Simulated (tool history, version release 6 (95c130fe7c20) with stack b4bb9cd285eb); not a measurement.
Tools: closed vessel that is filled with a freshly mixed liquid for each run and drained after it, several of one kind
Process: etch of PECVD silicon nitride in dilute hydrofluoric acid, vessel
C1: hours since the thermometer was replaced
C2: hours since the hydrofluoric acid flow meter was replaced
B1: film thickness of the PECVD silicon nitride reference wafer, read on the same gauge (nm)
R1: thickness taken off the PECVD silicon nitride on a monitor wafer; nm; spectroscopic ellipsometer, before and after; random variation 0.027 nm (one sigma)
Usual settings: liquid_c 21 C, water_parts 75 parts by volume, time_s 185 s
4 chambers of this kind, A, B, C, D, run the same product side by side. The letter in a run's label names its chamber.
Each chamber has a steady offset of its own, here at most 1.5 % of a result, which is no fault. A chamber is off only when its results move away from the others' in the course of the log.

Run 1D, hour 11.2: usual settings; C1 1555.5; C2 1101.2; B1 140.03. Result: R1 5.2628 nm.
Run 2A, hour 21.1: usual settings; C1 566.1; C2 213.2; B1 139.98. Result: R1 5.1917 nm.
Run 3B, hour 30.4: usual settings; C1 308.1; C2 541.1; B1 140.02. Result: R1 5.1459 nm.
Run 4C, hour 42.8: usual settings; C1 353.1; C2 752; B1 140.02. Result: R1 5.2553 nm.
Run 5A, hour 55.7: usual settings; C1 600.7; C2 247.8; B1 140.04. Result: R1 5.2206 nm.
Run 6D, hour 66.9: usual settings; C1 1611.2; C2 1156.9; B1 140. Result: R1 5.2618 nm.
Run 7C, hour 75.8: usual settings; C1 386.1; C2 785; B1 140.01. Result: R1 5.2484 nm.
At hour 84: chamber A: thermometer replaced.
Run 8B, hour 88: usual settings; C1 365.7; C2 598.7; B1 140.01. Result: R1 5.1794 nm.
Run 9C, hour 98.8: usual settings; C1 409.1; C2 808; B1 139.99. Result: R1 5.2607 nm.
Run 10A, hour 108.6: usual settings; C1 24.7; C2 300.7; B1 140.01. Result: R1 5.2046 nm.
Run 11B, hour 117.4: usual settings but water_parts 90 parts by volume, time_s 95 s; C1 395.1; C2 628.1; B1 140. Result: R1 2.224 nm.
Run 12D, hour 123.4: usual settings but water_parts 90 parts by volume, time_s 95 s; C1 1667.7; C2 1213.4; B1 140.01. Result: R1 2.2542 nm.
Run 13A, hour 135.3: usual settings but water_parts 90 parts by volume, time_s 95 s; C1 51.4; C2 327.4; B1 140.04. Result: R1 2.2137 nm.
Run 14B, hour 146.1: usual settings but water_parts 90 parts by volume, time_s 95 s; C1 423.8; C2 656.8; B1 140. Result: R1 2.2165 nm.
Run 15C, hour 156.1: usual settings; C1 466.4; C2 865.3; B1 140. Result: R1 5.2474 nm.
Run 16D, hour 161.9: usual settings; C1 1706.2; C2 1251.9; B1 140.01. Result: R1 5.2182 nm.
Run 17D, hour 171.5: usual settings; C1 1715.8; C2 1261.5; B1 139.99. Result: R1 5.3144 nm.
Run 18C, hour 178.6: usual settings; C1 488.9; C2 887.8; B1 139.99. Result: R1 5.2645 nm.
Run 19B, hour 187.9: usual settings; C1 465.6; C2 698.6; B1 140. Result: R1 5.1898 nm.
Run 20A, hour 200.1: usual settings; C1 116.2; C2 392.2; B1 140.04. Result: R1 5.2403 nm.
Run 21A, hour 209.4: usual settings; C1 125.5; C2 401.5; B1 140. Result: R1 5.1995 nm.
Run 22D, hour 218.9: usual settings; C1 1763.2; C2 1308.9; B1 140.01. Result: R1 5.2791 nm.
Run 23B, hour 230.8: usual settings; C1 508.5; C2 741.5; B1 140. Result: R1 5.1565 nm.
Run 24C, hour 243.3: usual settings; C1 553.6; C2 952.5; B1 140.01. Result: R1 5.2537 nm.
Run 25D, hour 254.1: usual settings; C1 1798.4; C2 1344.1; B1 140.03. Result: R1 5.2779 nm.
Run 26B, hour 266.2: usual settings; C1 543.9; C2 776.9; B1 140.02. Result: R1 5.1743 nm.
Run 27C, hour 272.1: usual settings; C1 582.4; C2 981.3; B1 140.04. Result: R1 5.2246 nm.
Run 28A, hour 279.6: usual settings but liquid_c 24 C; C1 195.7; C2 471.7; B1 140. Result: R1 6.3923 nm.

Is one chamber off against the others, does the gauge drift, or is nothing wrong? If a chamber is off, say which, and what the likeliest cause is.

No chamber stands off beyond its own small offset, and the gauge holds steady.
